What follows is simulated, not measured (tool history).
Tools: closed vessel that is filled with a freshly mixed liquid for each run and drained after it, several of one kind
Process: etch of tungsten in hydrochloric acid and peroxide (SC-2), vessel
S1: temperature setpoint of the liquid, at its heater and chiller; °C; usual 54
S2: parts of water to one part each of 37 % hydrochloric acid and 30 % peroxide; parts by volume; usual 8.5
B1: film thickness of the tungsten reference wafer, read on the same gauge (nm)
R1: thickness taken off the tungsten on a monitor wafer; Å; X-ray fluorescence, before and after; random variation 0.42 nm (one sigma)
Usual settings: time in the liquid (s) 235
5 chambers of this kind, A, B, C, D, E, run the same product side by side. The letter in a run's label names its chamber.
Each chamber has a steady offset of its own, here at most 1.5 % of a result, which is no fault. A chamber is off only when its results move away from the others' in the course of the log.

{"day": 0.283, "done": "chamber C: thermometer replaced"}
{"run": "1C", "day": 0.3, "S1": 54, "S2": 8.5, "time in the liquid (s)": 235, "B1": 30.008, "R1": 581.8}
{"run": "2D", "day": 0.808, "S1": 54, "S2": 8.5, "time in the liquid (s)": 235, "B1": 30.015, "R1": 581.03}
{"run": "3A", "day": 1.442, "S1": 54, "S2": 8.5, "time in the liquid (s)": 235, "B1": 30.012, "R1": 578.14}
{"day": 1.592, "done": "chamber D: chemicals flow meter replaced"}
{"run": "4E", "day": 1.767, "S1": 54, "S2": 8.5, "time in the liquid (s)": 235, "B1": 30.018, "R1": 571.03}
{"run": "5B", "day": 2.212, "S1": 54, "S2": 8.5, "time in the liquid (s)": 235, "B1": 29.975, "R1": 578.24}
{"day": 2.242, "done": "chamber C: chemicals flow meter replaced"}
{"run": "6A", "day": 2.558, "S1": 54, "S2": 8.5, "time in the liquid (s)": 235, "B1": 30.025, "R1": 585.11}
{"run": "7D", "day": 2.879, "S1": 54, "S2": 8.5, "time in the liquid (s)": 235, "B1": 29.983, "R1": 573.24}
{"run": "8C", "day": 3.342, "S1": 54, "S2": 8.5, "time in the liquid (s)": 235, "B1": 29.986, "R1": 583.44}
{"run": "9E", "day": 3.838, "S1": 49, "S2": 8.5, "time in the liquid (s)": 195, "B1": 29.989, "R1": 338.8}
{"run": "10B", "day": 4.329, "S1": 49, "S2": 8.5, "time in the liquid (s)": 195, "B1": 30.004, "R1": 346.42}
{"run": "11A", "day": 4.912, "S1": 49, "S2": 8.5, "time in the liquid (s)": 195, "B1": 30.027, "R1": 349.31}
{"run": "12B", "day": 5.412, "S1": 49, "S2": 8.5, "time in the liquid (s)": 195, "B1": 30.002, "R1": 339.24}
{"day": 5.754, "done": "chamber A: new drum of peroxide connected"}
{"run": "13E", "day": 5.979, "S1": 49, "S2": 8.5, "time in the liquid (s)": 195, "B1": 29.966, "R1": 344.32}
{"run": "14C", "day": 6.621, "S1": 54, "S2": 8.5, "time in the liquid (s)": 235, "B1": 30.011, "R1": 576.78}
{"day": 7.104, "done": "chamber A: thermometer replaced"}
{"run": "15D", "day": 7.225, "S1": 54, "S2": 8.5, "time in the liquid (s)": 235, "B1": 29.994, "R1": 575.71}
{"run": "16A", "day": 7.683, "S1": 54, "S2": 8.5, "time in the liquid (s)": 235, "B1": 29.989, "R1": 592.67}
{"run": "17E", "day": 8.375, "S1": 54, "S2": 8.5, "time in the liquid (s)": 235, "B1": 29.994, "R1": 568.42}
{"run": "18C", "day": 8.904, "S1": 54, "S2": 10.5, "time in the liquid (s)": 235, "B1": 29.998, "R1": 483.24}
{"run": "19D", "day": 9.225, "S1": 54, "S2": 10.5, "time in the liquid (s)": 235, "B1": 30.003, "R1": 490.88}
{"run": "20B", "day": 9.825, "S1": 54, "S2": 10.5, "time in the liquid (s)": 235, "B1": 29.999, "R1": 490.92}
{"run": "21C", "day": 10.188, "S1": 54, "S2": 10.5, "time in the liquid (s)": 235, "B1": 29.992, "R1": 491.39}
{"run": "22B", "day": 10.588, "S1": 54, "S2": 10.5, "time in the liquid (s)": 235, "B1": 29.998, "R1": 488.16}
{"run": "23E", "day": 11.158, "S1": 54, "S2": 8.5, "time in the liquid (s)": 235, "B1": 29.993, "R1": 571.18}
{"run": "24A", "day": 11.571, "S1": 54, "S2": 8.5, "time in the liquid (s)": 235, "B1": 29.981, "R1": 603.16}
{"day": 11.833, "done": "chamber B: chemicals flow meter replaced"}
{"run": "25D", "day": 11.946, "S1": 54, "S2": 8.5, "time in the liquid (s)": 235, "B1": 29.991, "R1": 577.6}
{"run": "26C", "day": 12.383, "S1": 54, "S2": 8.5, "time in the liquid (s)": 235, "B1": 30.001, "R1": 580.08}
{"run": "27B", "day": 12.696, "S1": 54, "S2": 8.5, "time in the liquid (s)": 235, "B1": 30.006, "R1": 591.18}
{"run": "28E", "day": 13.129, "S1": 54, "S2": 8.5, "time in the liquid (s)": 235, "B1": 29.994, "R1": 565.93}
{"day": 13.204, "done": "chamber B: new drum of peroxide connected"}
{"run": "29D", "day": 13.608, "S1": 54, "S2": 12.0, "time in the liquid (s)": 235, "B1": 29.996, "R1": 434.02}
{"run": "30A", "day": 13.971, "S1": 54, "S2": 12.0, "time in the liquid (s)": 235, "B1": 30.01, "R1": 451.06}
{"run": "31E", "day": 14.571, "S1": 54, "S2": 12.0, "time in the liquid (s)": 235, "B1": 29.983, "R1": 434.12}
{"run": "32C", "day": 15.246, "S1": 54, "S2": 12.0, "time in the liquid (s)": 235, "B1": 30.006, "R1": 441.06}
{"run": "33D", "day": 15.85, "S1": 54, "S2": 12.0, "time in the liquid (s)": 235, "B1": 30.002, "R1": 431.27}
{"run": "34A", "day": 16.488, "S1": 54, "S2": 8.5, "time in the liquid (s)": 305, "B1": 30.018, "R1": 801.51}
{"run": "35B", "day": 17.033, "S1": 54, "S2": 8.5, "time in the liquid (s)": 305, "B1": 30.026, "R1": 750.2}
{"run": "36A", "day": 17.612, "S1": 54, "S2": 8.5, "time in the liquid (s)": 305, "B1": 29.985, "R1": 795.7}
{"run": "37B", "day": 18.196, "S1": 54, "S2": 8.5, "time in the liquid (s)": 305, "B1": 30.01, "R1": 757.04}
{"run": "38C", "day": 18.775, "S1": 54, "S2": 8.5, "time in the liquid (s)": 305, "B1": 30.025, "R1": 755.99}
{"run": "39E", "day": 19.179, "S1": 54, "S2": 8.5, "time in the liquid (s)": 235, "B1": 30.009, "R1": 571.62}
{"run": "40D", "day": 19.762, "S1": 54, "S2": 8.5, "time in the liquid (s)": 235, "B1": 30.019, "R1": 586.55}
{"run": "41C", "day": 20.346, "S1": 62, "S2": 8.5, "time in the liquid (s)": 235, "B1": 30.015, "R1": 970.52}
{"run": "42D", "day": 20.925, "S1": 62, "S2": 8.5, "time in the liquid (s)": 235, "B1": 30.035, "R1": 970.19}
{"run": "43A", "day": 21.317, "S1": 62, "S2": 8.5, "time in the liquid (s)": 235, "B1": 30.005, "R1": 1028.0}

All 5 chambers run these settings next. Forecast each chamber's results:
{"run": "44A", "day": 21.812, "S1": 59, "S2": 8.5, "time in the liquid (s)": 235, "R1": "?"}
{"run": "44B", "day": 21.812, "S1": 59, "S2": 8.5, "time in the liquid (s)": 235, "R1": "?"}
{"run": "44C", "day": 21.812, "S1": 59, "S2": 8.5, "time in the liquid (s)": 235, "R1": "?"}
{"run": "44D", "day": 21.812, "S1": 59, "S2": 8.5, "time in the liquid (s)": 235, "R1": "?"}
{"run": "44E", "day": 21.812, "S1": 59, "S2": 8.5, "time in the liquid (s)": 235, "R1": "?"}

run=44A R1=852.42
run=44B R1=808.46
run=44C R1=792.62
run=44D R1=798.71
run=44E R1=779.10
